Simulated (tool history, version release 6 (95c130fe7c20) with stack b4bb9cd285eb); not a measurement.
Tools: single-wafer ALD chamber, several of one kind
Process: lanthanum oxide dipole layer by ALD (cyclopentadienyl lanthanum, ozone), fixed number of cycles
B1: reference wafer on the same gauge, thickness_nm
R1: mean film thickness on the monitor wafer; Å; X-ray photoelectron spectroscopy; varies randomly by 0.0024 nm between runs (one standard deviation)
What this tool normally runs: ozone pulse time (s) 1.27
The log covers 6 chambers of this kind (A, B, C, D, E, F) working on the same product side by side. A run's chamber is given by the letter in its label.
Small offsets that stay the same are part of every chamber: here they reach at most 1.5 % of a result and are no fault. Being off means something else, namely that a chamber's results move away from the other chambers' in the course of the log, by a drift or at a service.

Run 1A, hour 6.8: usual settings; B1 0.56943. Result: R1 5.3579 Å.
Run 2E, hour 20.2: usual settings; B1 0.5689. Result: R1 5.2949 Å.
Run 3C, hour 33.9: usual settings; B1 0.56863. Result: R1 5.3001 Å.
Run 4F, hour 42.6: usual settings; B1 0.5691. Result: R1 5.3586 Å.
Run 5D, hour 54.8: usual settings; B1 0.56982. Result: R1 5.4132 Å.
Run 6B, hour 68: usual settings; B1 0.56915. Result: R1 5.3215 Å.
Run 7C, hour 77.9: usual settings; B1 0.56933. Result: R1 5.3249 Å.
Run 8A, hour 90.8: usual settings; B1 0.56888. Result: R1 5.3058 Å.
Run 9D, hour 97.6: usual settings; B1 0.56874. Result: R1 5.44 Å.
Run 10B, hour 106.7: usual settings; B1 0.56924. Result: R1 5.3262 Å.
Run 11E, hour 117.7: usual settings; B1 0.56922. Result: R1 5.2703 Å.
Run 12F, hour 126.2: usual settings; B1 0.56861. Result: R1 5.3169 Å.
At hour 132.4: chamber F: ozone generator serviced.
Run 13C, hour 134.3: usual settings; B1 0.56898. Result: R1 5.3003 Å.
Run 14B, hour 148.1: usual settings; B1 0.56904. Result: R1 5.3414 Å.
Run 15E, hour 161.6: usual settings but ozone pulse time (s) 1.06; B1 0.56915. Result: R1 5.0682 Å.
Run 16D, hour 170.2: usual settings but ozone pulse time (s) 1.06; B1 0.56883. Result: R1 5.164 Å.
Run 17F, hour 180.2: usual settings but ozone pulse time (s) 1.06; B1 0.56863. Result: R1 5.0804 Å.
Run 18A, hour 188.7: usual settings but ozone pulse time (s) 1.06; B1 0.56927. Result: R1 5.0882 Å.
Run 19A, hour 198: usual settings but ozone pulse time (s) 1.06; B1 0.56886. Result: R1 5.1171 Å.
Run 20F, hour 208.9: usual settings but ozone pulse time (s) 1.06; B1 0.56905. Result: R1 5.1109 Å.
Run 21D, hour 221.5: usual settings; B1 0.56894. Result: R1 5.3625 Å.
At hour 229.9: chamber E: ozone generator serviced.
Run 22B, hour 234.5: usual settings but ozone pulse time (s) 0.78; B1 0.56905. Result: R1 4.609 Å.
Run 23C, hour 241.5: usual settings but ozone pulse time (s) 0.78; B1 0.56843. Result: R1 4.5198 Å.
Run 24E, hour 254.8: usual settings but ozone pulse time (s) 0.78; B1 0.5687. Result: R1 4.4665 Å.
Run 25C, hour 260.9: usual settings but ozone pulse time (s) 0.78; B1 0.5691. Result: R1 4.4682 Å.
Run 26F, hour 274: usual settings but ozone pulse time (s) 0.78; B1 0.56917. Result: R1 4.5976 Å.
Run 27A, hour 285.2: usual settings but ozone pulse time (s) 0.78; B1 0.56944. Result: R1 4.5504 Å.
Run 28B, hour 293.9: usual settings; B1 0.56899. Result: R1 5.3757 Å.
Run 29D, hour 306.5: usual settings; B1 0.56871. Result: R1 5.3928 Å.
Run 30E, hour 318.6: usual settings; B1 0.56927. Result: R1 5.3225 Å.
Run 31C, hour 326.1: usual settings; B1 0.56955. Result: R1 5.2167 Å.
Run 32E, hour 332.8: usual settings but ozone pulse time (s) 0.91; B1 0.56862. Result: R1 4.7957 Å.
Run 33A, hour 343.4: usual settings but ozone pulse time (s) 0.91; B1 0.56891. Result: R1 4.8539 Å.
Run 34B, hour 349.8: usual settings but ozone pulse time (s) 0.91; B1 0.56854. Result: R1 4.8446 Å.
Run 35D, hour 360.5: usual settings but ozone pulse time (s) 0.91; B1 0.56929. Result: R1 4.8633 Å.
Run 36F, hour 373.7: usual settings but ozone pulse time (s) 0.91; B1 0.56858. Result: R1 4.8429 Å.
Run 37F, hour 381.6: usual settings but ozone pulse time (s) 0.91; B1 0.56909. Result: R1 4.8774 Å.
Run 38E, hour 390.8: usual settings; B1 0.5685. Result: R1 5.2952 Å.

Read the log: is a single chamber off, either drifting away or since a service, is the gauge that measures every chamber drifting, or is nothing wrong beyond small per-chamber offsets? Name any odd chamber and what most likely caused it.

Chamber C drifts away from the others.
Likeliest cause: ozone dose below that of a generator just serviced (%) = 11.7.

Which of the 4 candidates below, each the usual settings with something changed and its results left as question marks, puts chamber C back in line with what the other chambers give on the usual settings?
In line here means within this much of the mean the other chambers give on the usual settings: R1 0.086 Å
Run 39C-1, hour 400.8: usual settings but ozone pulse time (s) 1.44. Result: R1 ?.
Run 39C-2, hour 400.8: usual settings but ozone pulse time (s) 1.71. Result: R1 ?.
Run 39C-3, hour 400.8: usual settings but ozone pulse time (s) 1.04. Result: R1 ?.
Run 39C-4, hour 400.8: usual settings but ozone pulse time (s) 1.14. Result: R1 ?.

Mean of the other chambers on the usual settings: R1 5.3307 Å
  run      R1
39C-1  5.3026
39C-2  5.4718
39C-3   4.849
39C-4  4.9934
With 39C-1, the chamber falls back in line with the rest.
